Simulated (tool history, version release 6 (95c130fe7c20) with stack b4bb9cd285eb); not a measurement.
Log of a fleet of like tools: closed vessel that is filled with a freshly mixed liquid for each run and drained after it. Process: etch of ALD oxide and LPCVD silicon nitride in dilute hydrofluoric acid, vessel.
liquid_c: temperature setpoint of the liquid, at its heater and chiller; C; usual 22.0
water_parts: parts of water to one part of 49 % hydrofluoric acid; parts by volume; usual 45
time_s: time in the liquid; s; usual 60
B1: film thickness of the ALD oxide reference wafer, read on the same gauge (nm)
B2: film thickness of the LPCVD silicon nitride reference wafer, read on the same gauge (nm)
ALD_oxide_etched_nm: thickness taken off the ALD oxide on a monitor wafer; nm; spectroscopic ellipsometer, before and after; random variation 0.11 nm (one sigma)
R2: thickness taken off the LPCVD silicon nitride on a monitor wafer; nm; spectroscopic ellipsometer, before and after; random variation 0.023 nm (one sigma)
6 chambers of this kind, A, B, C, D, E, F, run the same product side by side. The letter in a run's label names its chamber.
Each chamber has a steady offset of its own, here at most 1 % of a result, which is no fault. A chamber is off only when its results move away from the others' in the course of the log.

run 1F hour=7.1 | liquid_c=22.0 water_parts=45 time_s=60 | B1=120.02 B2=140.01 | ALD_oxide_etched_nm=28.455 R2=0.59931
run 2D hour=13.1 | liquid_c=22.0 water_parts=45 time_s=60 | B1=120.00 B2=140.00 | ALD_oxide_etched_nm=28.408 R2=0.57841
run 3C hour=16.9 | liquid_c=22.0 water_parts=45 time_s=60 | B1=120.03 B2=140.01 | ALD_oxide_etched_nm=28.415 R2=0.61288
run 4E hour=25.0 | liquid_c=22.0 water_parts=45 time_s=60 | B1=120.01 B2=140.00 | ALD_oxide_etched_nm=28.751 R2=0.61521
run 5A hour=32.2 | liquid_c=17.0 water_parts=45 time_s=50 | B1=120.04 B2=139.96 | ALD_oxide_etched_nm=19.177 R2=0.35809
run 6B hour=39.8 | liquid_c=17.0 water_parts=45 time_s=50 | B1=120.01 B2=139.98 | ALD_oxide_etched_nm=19.171 R2=0.33437
run 7E hour=43.8 | liquid_c=17.0 water_parts=45 time_s=50 | B1=119.99 B2=139.97 | ALD_oxide_etched_nm=19.059 R2=0.36068
run 8F hour=50.3 | liquid_c=17.0 water_parts=45 time_s=50 | B1=120.00 B2=140.02 | ALD_oxide_etched_nm=19.258 R2=0.32735
run 9C hour=55.1 | liquid_c=17.0 water_parts=45 time_s=50 | B1=120.00 B2=139.99 | ALD_oxide_etched_nm=19.115 R2=0.32474
run 10B hour=59.0 | liquid_c=17.0 water_parts=45 time_s=50 | B1=120.00 B2=140.01 | ALD_oxide_etched_nm=19.100 R2=0.35698
run 11A hour=66.1 | liquid_c=22.0 water_parts=45 time_s=60 | B1=120.01 B2=139.96 | ALD_oxide_etched_nm=28.559 R2=0.60770
run 12D hour=71.0 | liquid_c=22.0 water_parts=45 time_s=60 | B1=120.02 B2=140.00 | ALD_oxide_etched_nm=28.405 R2=0.54809
run 13B hour=75.1 | liquid_c=22.0 water_parts=45 time_s=60 | B1=119.99 B2=140.00 | ALD_oxide_etched_nm=28.665 R2=0.54493
run 14A hour=80.4 | liquid_c=22.0 water_parts=45 time_s=60 | B1=119.98 B2=140.02 | ALD_oxide_etched_nm=28.670 R2=0.61070
run 15F hour=88.7 | liquid_c=22.0 water_parts=45 time_s=60 | B1=120.02 B2=140.00 | ALD_oxide_etched_nm=28.689 R2=0.59623
run 16C hour=96.6 | liquid_c=22.0 water_parts=45 time_s=60 | B1=119.96 B2=139.99 | ALD_oxide_etched_nm=28.493 R2=0.55996
run 17D hour=102.3 | liquid_c=22.0 water_parts=45 time_s=60 | B1=119.99 B2=140.02 | ALD_oxide_etched_nm=28.491 R2=0.58209
run 18E hour=106.9 | liquid_c=22.0 water_parts=45 time_s=60 | B1=120.03 B2=140.00 | ALD_oxide_etched_nm=28.505 R2=0.59212
-- hour=108.1 chamber E: hydrofluoric acid flow meter replaced
run 19B hour=111.7 | liquid_c=22.0 water_parts=45 time_s=60 | B1=120.01 B2=140.01 | ALD_oxide_etched_nm=28.495 R2=0.58072
run 20F hour=118.2 | liquid_c=19.5 water_parts=45 time_s=40 | B1=120.01 B2=140.00 | ALD_oxide_etched_nm=17.064 R2=0.35315
run 21A hour=122.8 | liquid_c=19.5 water_parts=45 time_s=40 | B1=119.99 B2=140.02 | ALD_oxide_etched_nm=17.136 R2=0.33560
run 22C hour=128.9 | liquid_c=19.5 water_parts=45 time_s=40 | B1=120.00 B2=140.04 | ALD_oxide_etched_nm=16.983 R2=0.31619
run 23D hour=134.7 | liquid_c=19.5 water_parts=45 time_s=40 | B1=120.02 B2=140.02 | ALD_oxide_etched_nm=16.981 R2=0.33491
run 24E hour=143.1 | liquid_c=19.5 water_parts=45 time_s=40 | B1=120.00 B2=140.02 | ALD_oxide_etched_nm=17.292 R2=0.31568
run 25E hour=147.9 | liquid_c=19.5 water_parts=45 time_s=40 | B1=120.01 B2=139.98 | ALD_oxide_etched_nm=17.271 R2=0.33469
run 26B hour=155.2 | liquid_c=22.0 water_parts=45 time_s=60 | B1=119.98 B2=140.00 | ALD_oxide_etched_nm=28.508 R2=0.57880
-- hour=156.8 chamber E: thermometer replaced
run 27A hour=159.6 | liquid_c=22.0 water_parts=45 time_s=60 | B1=119.97 B2=140.03 | ALD_oxide_etched_nm=28.606 R2=0.55270
run 28D hour=165.7 | liquid_c=22.0 water_parts=45 time_s=60 | B1=119.97 B2=140.04 | ALD_oxide_etched_nm=28.478 R2=0.59606
-- hour=170.8 chamber A: hydrofluoric acid flow meter replaced
run 29C hour=170.8 | liquid_c=22.0 water_parts=45 time_s=60 | B1=119.99 B2=140.02 | ALD_oxide_etched_nm=28.470 R2=0.59327
run 30F hour=175.8 | liquid_c=22.0 water_parts=45 time_s=60 | B1=119.98 B2=140.01 | ALD_oxide_etched_nm=28.377 R2=0.60296
run 31C hour=181.0 | liquid_c=22.0 water_parts=45 time_s=60 | B1=120.01 B2=139.98 | ALD_oxide_etched_nm=28.412 R2=0.58803
-- hour=184.2 chamber C: hydrofluoric acid flow meter replaced
run 32F hour=185.5 | liquid_c=22.0 water_parts=35 time_s=60 | B1=119.99 B2=139.99 | ALD_oxide_etched_nm=37.349 R2=0.75934
run 33B hour=192.7 | liquid_c=22.0 water_parts=35 time_s=60 | B1=119.97 B2=140.00 | ALD_oxide_etched_nm=37.054 R2=0.75022
run 34D hour=199.6 | liquid_c=22.0 water_parts=35 time_s=60 | B1=120.03 B2=139.98 | ALD_oxide_etched_nm=37.033 R2=0.78222
run 35A hour=205.2 | liquid_c=22.0 water_parts=35 time_s=60 | B1=120.04 B2=139.97 | ALD_oxide_etched_nm=37.460 R2=0.75653
run 36E hour=208.9 | liquid_c=22.0 water_parts=35 time_s=60 | B1=119.98 B2=140.05 | ALD_oxide_etched_nm=37.271 R2=0.75405
run 37B hour=215.2 | liquid_c=22.0 water_parts=35 time_s=60 | B1=119.99 B2=140.00 | ALD_oxide_etched_nm=37.360 R2=0.76542
run 38E hour=219.4 | liquid_c=22.0 water_parts=45 time_s=60 | B1=120.00 B2=140.05 | ALD_oxide_etched_nm=28.685 R2=0.58891
run 39C hour=227.6 | liquid_c=19.5 water_parts=45 time_s=80 | B1=120.00 B2=140.01 | ALD_oxide_etched_nm=34.145 R2=0.67853
run 40A hour=235.1 | liquid_c=19.5 water_parts=45 time_s=80 | B1=120.02 B2=139.98 | ALD_oxide_etched_nm=34.187 R2=0.69124
run 41D hour=240.6 | liquid_c=19.5 water_parts=45 time_s=80 | B1=119.98 B2=140.02 | ALD_oxide_etched_nm=33.971 R2=0.66864
run 42F hour=246.3 | liquid_c=19.5 water_parts=45 time_s=80 | B1=119.98 B2=140.04 | ALD_oxide_etched_nm=34.147 R2=0.65274
run 43D hour=252.3 | liquid_c=19.5 water_parts=45 time_s=80 | B1=120.03 B2=140.01 | ALD_oxide_etched_nm=34.150 R2=0.65481

Is one chamber off against the others, does the gauge drift, or is nothing wrong? If a chamber is off, say which, and what the likeliest cause is.

No chamber stands off beyond its own small offset, and the gauge holds steady.

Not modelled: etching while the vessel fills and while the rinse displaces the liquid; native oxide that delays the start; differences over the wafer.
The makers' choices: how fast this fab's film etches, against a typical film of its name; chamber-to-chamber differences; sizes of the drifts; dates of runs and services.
